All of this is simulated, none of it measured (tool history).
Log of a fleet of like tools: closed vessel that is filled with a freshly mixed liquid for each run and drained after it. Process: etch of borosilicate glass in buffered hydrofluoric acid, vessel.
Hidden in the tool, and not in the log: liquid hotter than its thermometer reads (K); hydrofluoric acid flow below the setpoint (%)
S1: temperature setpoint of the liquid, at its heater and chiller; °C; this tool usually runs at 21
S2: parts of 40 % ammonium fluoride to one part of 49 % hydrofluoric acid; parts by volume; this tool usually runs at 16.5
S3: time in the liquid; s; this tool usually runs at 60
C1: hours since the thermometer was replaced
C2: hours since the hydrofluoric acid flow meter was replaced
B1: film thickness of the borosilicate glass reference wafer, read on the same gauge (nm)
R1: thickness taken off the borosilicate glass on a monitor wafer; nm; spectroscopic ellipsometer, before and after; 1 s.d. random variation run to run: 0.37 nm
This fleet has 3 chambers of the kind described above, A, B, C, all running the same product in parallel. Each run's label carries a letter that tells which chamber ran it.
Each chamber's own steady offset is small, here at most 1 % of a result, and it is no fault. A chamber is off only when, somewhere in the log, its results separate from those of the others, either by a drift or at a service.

run   hour  S1    S2  S3      C1     C2      B1      R1
 1C    6.7  21  16.5  60   317.0  461.1  60.007  39.244
 2A   18.7  21  16.5  60   794.6  354.2  60.017  38.624
 3B   28.7  21  16.5  60   933.6  182.3  60.047  39.542
 4A   38.9  21  16.5  60   814.8  374.4  59.971  38.487
 5C   45.8  21  16.5  60   356.1  500.2  59.985  38.771
 6B   58.9  21  16.5  60   963.8  212.5  60.016  39.578
 7C   72.8  21  16.5  45   383.1  527.2  60.021  28.971
 8B   85.5  21  16.5  45   990.4  239.1  59.994  29.222
 9A   99.6  21  16.5  45   875.5  435.1  59.989  28.915
10A  113.6  21  16.5  60   889.5  449.1  59.996  38.486
11C  126.6  21  16.5  40   436.9  581.0  59.950  25.720
12B  135.4  21  16.5  40  1040.3  289.0  60.025  25.375
13B  142.5  21  16.5  40  1047.4  296.1  60.051  25.285
14A  157.0  21  16.5  60   932.9  492.5  59.981  37.472
15C  170.4  21  16.5  60   480.7  624.8  60.038  38.022
16B  181.6  21  16.5  60  1086.5  335.2  59.960  37.146
17A  194.7  21  16.5  60   970.6  530.2  60.045  38.338
18C  208.8  21  16.5  60   519.1  663.2  60.013  39.441
19A  219.4  21  16.5  60   995.3  554.9  60.037  38.864
20B  231.3  21  16.5  60  1136.2  384.9  59.973  36.321
21C  240.3  21  16.5  60   550.6  694.7  60.002  39.102
22B  252.2  21  14.0  45  1157.1  405.8  59.987  32.065
     261.1  -- chamber B: thermometer replaced
23C  263.1  21  14.0  45   573.4  717.5  59.988  34.461
24A  275.5  21  14.0  45  1051.4  611.0  59.989  34.124
25C  285.6  21  16.5  60   595.9  740.0  59.974  39.463
     287.9  -- chamber A: hydrofluoric acid flow meter replaced
26B  294.0  21  16.5  60    33.0  447.6  60.028  34.758
27A  307.8  21  16.5  45  1083.7   20.0  60.040  28.951
28B  318.5  21  16.5  45    57.5  472.1  59.972  26.365
     327.2  -- chamber C: thermometer replaced
29C  329.0  21  16.5  45     1.9  783.4  60.033  29.276

The same settings go to every chamber for the next run, one line per chamber below. Forecast the results for each:
30A  339.6  21  16.5  60               ?
30B  339.6  21  16.5  60               ?
30C  339.6  21  16.5  60               ?

run      R1
30A  38.379
30B  34.217
30C  38.773
